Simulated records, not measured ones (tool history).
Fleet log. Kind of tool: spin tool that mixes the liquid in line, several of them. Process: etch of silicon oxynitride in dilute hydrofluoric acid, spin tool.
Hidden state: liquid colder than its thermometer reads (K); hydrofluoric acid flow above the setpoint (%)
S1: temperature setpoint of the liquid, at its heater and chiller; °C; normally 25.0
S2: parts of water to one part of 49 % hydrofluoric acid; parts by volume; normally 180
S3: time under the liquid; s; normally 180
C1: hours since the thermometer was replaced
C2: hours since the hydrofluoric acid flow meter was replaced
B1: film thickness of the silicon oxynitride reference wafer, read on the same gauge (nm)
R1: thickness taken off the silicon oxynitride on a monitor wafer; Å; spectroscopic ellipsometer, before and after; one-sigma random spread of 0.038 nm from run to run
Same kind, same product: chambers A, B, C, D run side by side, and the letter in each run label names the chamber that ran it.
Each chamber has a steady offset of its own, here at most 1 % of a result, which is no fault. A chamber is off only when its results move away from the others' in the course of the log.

{"run": "1C", "hour": 10.7, "S1": 25.0, "S2": 180, "S3": 180, "C1": 304.0, "C2": 301.7, "B1": 99.943, "R1": 32.402}
{"run": "2A", "hour": 21.4, "S1": 25.0, "S2": 180, "S3": 180, "C1": 342.3, "C2": 949.2, "B1": 100.0, "R1": 32.598}
{"run": "3D", "hour": 32.3, "S1": 25.0, "S2": 180, "S3": 180, "C1": 1023.1, "C2": 249.1, "B1": 99.942, "R1": 32.429}
{"run": "4B", "hour": 37.4, "S1": 25.0, "S2": 180, "S3": 180, "C1": 1172.8, "C2": 163.2, "B1": 99.993, "R1": 33.158}
{"run": "5D", "hour": 44.4, "S1": 27.5, "S2": 180, "S3": 285, "C1": 1035.2, "C2": 261.2, "B1": 99.971, "R1": 58.721}
{"run": "6C", "hour": 54.0, "S1": 27.5, "S2": 180, "S3": 285, "C1": 347.3, "C2": 345.0, "B1": 99.987, "R1": 58.077}
{"run": "7B", "hour": 59.3, "S1": 27.5, "S2": 180, "S3": 285, "C1": 1194.7, "C2": 185.1, "B1": 100.02, "R1": 56.682}
{"run": "8A", "hour": 68.7, "S1": 27.5, "S2": 180, "S3": 285, "C1": 389.6, "C2": 996.5, "B1": 99.941, "R1": 58.904}
{"run": "9D", "hour": 76.7, "S1": 25.0, "S2": 90, "S3": 180, "C1": 1067.5, "C2": 293.5, "B1": 100.01, "R1": 70.286}
{"run": "10A", "hour": 86.0, "S1": 25.0, "S2": 90, "S3": 180, "C1": 406.9, "C2": 1013.8, "B1": 100.02, "R1": 72.029}
{"run": "11C", "hour": 95.0, "S1": 25.0, "S2": 90, "S3": 180, "C1": 388.3, "C2": 386.0, "B1": 100.01, "R1": 69.338}
{"run": "12B", "hour": 101.8, "S1": 25.0, "S2": 90, "S3": 180, "C1": 1237.2, "C2": 227.6, "B1": 100.06, "R1": 70.582}
{"run": "13C", "hour": 111.4, "S1": 25.0, "S2": 180, "S3": 180, "C1": 404.7, "C2": 402.4, "B1": 99.971, "R1": 32.493}
{"run": "14A", "hour": 121.5, "S1": 25.0, "S2": 180, "S3": 180, "C1": 442.4, "C2": 1049.3, "B1": 100.01, "R1": 32.963}
{"run": "15B", "hour": 130.8, "S1": 25.0, "S2": 180, "S3": 180, "C1": 1266.2, "C2": 256.6, "B1": 99.992, "R1": 33.119}
{"run": "16D", "hour": 140.2, "S1": 25.0, "S2": 180, "S3": 180, "C1": 1131.0, "C2": 357.0, "B1": 100.0, "R1": 33.325}
{"run": "17C", "hour": 149.0, "S1": 25.0, "S2": 120, "S3": 180, "C1": 442.3, "C2": 440.0, "B1": 100.05, "R1": 51.594}
{"run": "18B", "hour": 155.9, "S1": 25.0, "S2": 120, "S3": 180, "C1": 1291.3, "C2": 281.7, "B1": 100.01, "R1": 51.462}
{"run": "19A", "hour": 166.9, "S1": 25.0, "S2": 120, "S3": 180, "C1": 487.8, "C2": 1094.7, "B1": 99.955, "R1": 51.621}
{"run": "20D", "hour": 172.5, "S1": 25.0, "S2": 120, "S3": 180, "C1": 1163.3, "C2": 389.3, "B1": 100.02, "R1": 52.098}
{"run": "21D", "hour": 178.5, "S1": 25.0, "S2": 180, "S3": 180, "C1": 1169.3, "C2": 395.3, "B1": 99.981, "R1": 33.609}
{"run": "22C", "hour": 185.0, "S1": 25.0, "S2": 180, "S3": 180, "C1": 478.3, "C2": 476.0, "B1": 100.01, "R1": 33.269}
{"run": "23B", "hour": 194.4, "S1": 25.0, "S2": 180, "S3": 180, "C1": 1329.8, "C2": 320.2, "B1": 99.969, "R1": 32.849}
{"run": "24A", "hour": 202.9, "S1": 25.0, "S2": 260, "S3": 180, "C1": 523.8, "C2": 1130.7, "B1": 99.995, "R1": 21.776}
{"run": "25C", "hour": 211.0, "S1": 25.0, "S2": 260, "S3": 180, "C1": 504.3, "C2": 502.0, "B1": 100.0, "R1": 21.607}
{"run": "26B", "hour": 216.4, "S1": 25.0, "S2": 260, "S3": 180, "C1": 1351.8, "C2": 342.2, "B1": 99.977, "R1": 21.175}
{"run": "27A", "hour": 222.8, "S1": 25.0, "S2": 260, "S3": 180, "C1": 543.7, "C2": 1150.6, "B1": 99.999, "R1": 21.546}
{"run": "28D", "hour": 231.1, "S1": 26.5, "S2": 180, "S3": 280, "C1": 1221.9, "C2": 447.9, "B1": 99.996, "R1": 56.721}
{"run": "29A", "hour": 240.8, "S1": 26.5, "S2": 180, "S3": 280, "C1": 561.7, "C2": 1168.6, "B1": 99.966, "R1": 55.804}
{"run": "30D", "hour": 246.2, "S1": 26.5, "S2": 180, "S3": 280, "C1": 1237.0, "C2": 463.0, "B1": 99.991, "R1": 58.427}
{"run": "31C", "hour": 256.2, "S1": 26.5, "S2": 180, "S3": 280, "C1": 549.5, "C2": 547.2, "B1": 100.01, "R1": 54.89}
{"run": "32B", "hour": 263.9, "S1": 25.0, "S2": 180, "S3": 180, "C1": 1399.3, "C2": 389.7, "B1": 100.02, "R1": 33.058}
{"run": "33B", "hour": 271.5, "S1": 25.0, "S2": 180, "S3": 180, "C1": 1406.9, "C2": 397.3, "B1": 99.997, "R1": 32.129}
{"run": "34D", "hour": 280.4, "S1": 25.0, "S2": 180, "S3": 180, "C1": 1271.2, "C2": 497.2, "B1": 100.02, "R1": 35.352}
{"run": "35C", "hour": 288.8, "S1": 25.0, "S2": 180, "S3": 180, "C1": 582.1, "C2": 579.8, "B1": 99.979, "R1": 33.009}
{"run": "36A", "hour": 298.8, "S1": 25.0, "S2": 180, "S3": 180, "C1": 619.7, "C2": 1226.6, "B1": 99.977, "R1": 32.881}
{"run": "37A", "hour": 303.8, "S1": 25.0, "S2": 180, "S3": 180, "C1": 624.7, "C2": 1231.6, "B1": 100.03, "R1": 32.706}
{"run": "38D", "hour": 315.0, "S1": 25.0, "S2": 150, "S3": 125, "C1": 1305.8, "C2": 531.8, "B1": 99.976, "R1": 30.09}
{"run": "39C", "hour": 321.9, "S1": 25.0, "S2": 150, "S3": 125, "C1": 615.2, "C2": 612.9, "B1": 99.974, "R1": 28.474}

Decide between three cases: one chamber stands off from its peers, the gauge reading all wafers drifts, or nothing is wrong past each chamber's small offset. Where a chamber is off, say which and what most likely put it there.

One chamber, D, drifts off from the rest bit by bit.
Likeliest cause: hydrofluoric acid flow above the setpoint (%) = 5.74.
The log may not separate it from: liquid hotter than its thermometer reads (K).

Here are 4 candidates for chamber D's next run, each the usual settings with a change, their results left as question marks. Which one brings its results back in line with what the others give on the usual settings?
A result is in line if it is within this distance of the other chambers' mean on the usual settings: R1 1.300 Å
{"run": "40D-1", "hour": 329.9, "S1": 25.0, "S2": 180, "S3": 190, "R1": "?"}
{"run": "40D-2", "hour": 329.9, "S1": 25.0, "S2": 185, "S3": 175, "R1": "?"}
{"run": "40D-3", "hour": 329.9, "S1": 25.0, "S2": 205, "S3": 180, "R1": "?"}
{"run": "40D-4", "hour": 329.9, "S1": 25.0, "S2": 170, "S3": 195, "R1": "?"}

The mean the other chambers reach with the usual settings: R1 32.938 Å
run=40D-1 R1=37.240
run=40D-2 R1=33.254
run=40D-3 R1=30.431
run=40D-4 R1=40.760
With 40D-2, the chamber falls back in line with the rest.
